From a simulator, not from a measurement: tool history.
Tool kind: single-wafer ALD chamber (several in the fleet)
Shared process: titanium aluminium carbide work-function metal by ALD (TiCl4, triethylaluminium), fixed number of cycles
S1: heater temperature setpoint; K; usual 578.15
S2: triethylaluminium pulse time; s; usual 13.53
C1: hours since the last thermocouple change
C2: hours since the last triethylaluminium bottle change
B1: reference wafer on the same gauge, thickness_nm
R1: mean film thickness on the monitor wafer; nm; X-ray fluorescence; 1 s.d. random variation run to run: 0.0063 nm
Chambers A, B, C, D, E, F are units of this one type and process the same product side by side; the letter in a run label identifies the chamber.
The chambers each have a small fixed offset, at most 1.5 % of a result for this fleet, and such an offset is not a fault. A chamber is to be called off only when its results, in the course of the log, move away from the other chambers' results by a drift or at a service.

At hour 0.2: chamber F: triethylaluminium bottle replaced.
Run 1F, hour 3.7: usual settings; C1 245.8; C2 3.5; B1 2.1202. Result: R1 2.0801 nm.
Run 2E, hour 8.6: usual settings; C1 2996.3; C2 258.4; B1 2.1203. Result: R1 2.0934 nm.
Run 3A, hour 14.4: usual settings; C1 1351.4; C2 415.8; B1 2.1213. Result: R1 2.0843 nm.
Run 4B, hour 18.6: usual settings; C1 1240.6; C2 775.9; B1 2.1204. Result: R1 2.0606 nm.
Run 5C, hour 21.1: usual settings; C1 2281.3; C2 72.3; B1 2.1201. Result: R1 2.1102 nm.
Run 6D, hour 26.2: usual settings; C1 2286.1; C2 878.3; B1 2.1191. Result: R1 2.104 nm.
Run 7C, hour 31.8: usual settings; C1 2292; C2 83; B1 2.1196. Result: R1 2.1172 nm.
Run 8D, hour 37.7: usual settings; C1 2297.6; C2 889.8; B1 2.1206. Result: R1 2.0964 nm.
Run 9F, hour 43.1: usual settings but S1 586.15 K, S2 17.88 s; C1 285.2; C2 42.9; B1 2.1196. Result: R1 2.1613 nm.
Run 10A, hour 48.2: usual settings but S1 586.15 K, S2 17.88 s; C1 1385.2; C2 449.6; B1 2.1194. Result: R1 2.1856 nm.
Run 11E, hour 52.3: usual settings but S1 586.15 K, S2 17.88 s; C1 3040; C2 302.1; B1 2.1201. Result: R1 2.179 nm.
Run 12B, hour 57.6: usual settings but S1 586.15 K, S2 17.88 s; C1 1279.6; C2 814.9; B1 2.1203. Result: R1 2.1511 nm.
Run 13F, hour 61.2: usual settings but S1 586.15 K, S2 17.88 s; C1 303.3; C2 61; B1 2.1187. Result: R1 2.1695 nm.
Run 14B, hour 66.7: usual settings but S1 586.15 K, S2 17.88 s; C1 1288.7; C2 824; B1 2.1211. Result: R1 2.1467 nm.
Run 15C, hour 72.6: usual settings; C1 2332.8; C2 123.8; B1 2.1201. Result: R1 2.1089 nm.
Run 16A, hour 76.8: usual settings but S1 583.15 K, S2 9.71 s; C1 1413.8; C2 478.2; B1 2.12. Result: R1 2.0737 nm.
Run 17E, hour 80.9: usual settings but S1 583.15 K, S2 9.71 s; C1 3068.6; C2 330.7; B1 2.1212. Result: R1 2.0984 nm.
Run 18D, hour 83.6: usual settings but S1 583.15 K, S2 9.71 s; C1 2343.5; C2 935.7; B1 2.1191. Result: R1 2.0905 nm.
Run 19F, hour 89.2: usual settings but S1 583.15 K, S2 9.71 s; C1 331.3; C2 89; B1 2.1191. Result: R1 2.076 nm.
Run 20A, hour 95: usual settings but S1 583.15 K, S2 9.71 s; C1 1432; C2 496.4; B1 2.1195. Result: R1 2.0799 nm.
Run 21B, hour 100.3: usual settings but S1 583.15 K, S2 9.71 s; C1 1322.3; C2 857.6; B1 2.1188. Result: R1 2.0612 nm.
At hour 101.6: chamber E: thermocouple changed; heater temperature recalibrated.
Run 22E, hour 104.9: usual settings; C1 3.3; C2 354.7; B1 2.12. Result: R1 2.1496 nm.
Run 23D, hour 108.2: usual settings; C1 2368.1; C2 960.3; B1 2.1197. Result: R1 2.0957 nm.
Run 24C, hour 112.3: usual settings; C1 2372.5; C2 163.5; B1 2.1203. Result: R1 2.0923 nm.
Run 25B, hour 115.1: usual settings; C1 1337.1; C2 872.4; B1 2.1196. Result: R1 2.0722 nm.
Run 26D, hour 118.6: usual settings; C1 2378.5; C2 970.7; B1 2.1207. Result: R1 2.0931 nm.
Run 27F, hour 121.9: usual settings; C1 364; C2 121.7; B1 2.1205. Result: R1 2.087 nm.
Run 28A, hour 125.7: usual settings; C1 1462.7; C2 527.1; B1 2.1216. Result: R1 2.083 nm.
Run 29E, hour 130.8: usual settings; C1 29.2; C2 380.6; B1 2.1206. Result: R1 2.1328 nm.
Run 30C, hour 135.6: usual settings but S1 587.15 K; C1 2395.8; C2 186.8; B1 2.1215. Result: R1 2.1886 nm.
Run 31C, hour 138.5: usual settings but S1 587.15 K; C1 2398.7; C2 189.7; B1 2.1196. Result: R1 2.1766 nm.
Run 32B, hour 142.9: usual settings but S1 587.15 K; C1 1364.9; C2 900.2; B1 2.1212. Result: R1 2.1314 nm.
Run 33D, hour 147.3: usual settings but S1 587.15 K; C1 2407.2; C2 999.4; B1 2.1218. Result: R1 2.1842 nm.
Run 34F, hour 150.4: usual settings but S1 587.15 K; C1 392.5; C2 150.2; B1 2.1201. Result: R1 2.1668 nm.
Run 35A, hour 155.9: usual settings but S1 587.15 K; C1 1492.9; C2 557.3; B1 2.1193. Result: R1 2.1658 nm.
Run 36E, hour 158.8: usual settings; C1 57.2; C2 408.6; B1 2.1178. Result: R1 2.1436 nm.
Run 37D, hour 164: usual settings but S2 16.77 s; C1 2423.9; C2 1016.1; B1 2.1195. Result: R1 2.1143 nm.
Run 38F, hour 167.7: usual settings but S2 16.77 s; C1 409.8; C2 167.5; B1 2.1192. Result: R1 2.0954 nm.
Run 39B, hour 171.4: usual settings but S2 16.77 s; C1 1393.4; C2 928.7; B1 2.1205. Result: R1 2.0895 nm.
Run 40A, hour 174.2: usual settings but S2 16.77 s; C1 1511.2; C2 575.6; B1 2.1193. Result: R1 2.0939 nm.
Run 41C, hour 177: usual settings but S2 16.77 s; C1 2437.2; C2 228.2; B1 2.1197. Result: R1 2.1166 nm.
Run 42E, hour 180.9: usual settings but S2 16.77 s; C1 79.3; C2 430.7; B1 2.1201. Result: R1 2.1525 nm.

One chamber off, gauge drift, or nothing amiss beyond the chambers' own small offsets? If it is a chamber, which one, and what is the likeliest cause?

The work done on chamber E during a service left it standing apart from the others.
Cause: wafer temperature above the value expected at the setpoint (K) = 5.77.

Here are 4 candidates for chamber E's next run, each the usual settings with a change, their results left as question marks. Which one brings its results back in line with what the others give on the usual settings?
Maximum distance from the other chambers' mean on the usual settings for a result to count as in line: R1 0.022 nm
Run 43E-1, hour 185.2: usual settings but S2 11.23 s. Result: R1 ?.
Run 43E-2, hour 185.2: usual settings but S1 585.15 K. Result: R1 ?.
Run 43E-3, hour 185.2: usual settings but S1 580.15 K. Result: R1 ?.
Run 43E-4, hour 185.2: usual settings but S1 572.15 K, S2 12.88 s. Result: R1 ?.

Average result of the remaining chambers running the usual settings: R1 2.0869 nm
  run      R1
43E-1  2.1236
43E-2  2.2106
43E-3  2.1661
43E-4  2.0903
43E-4 is the one that brings the chamber's results back in line with the other chambers.
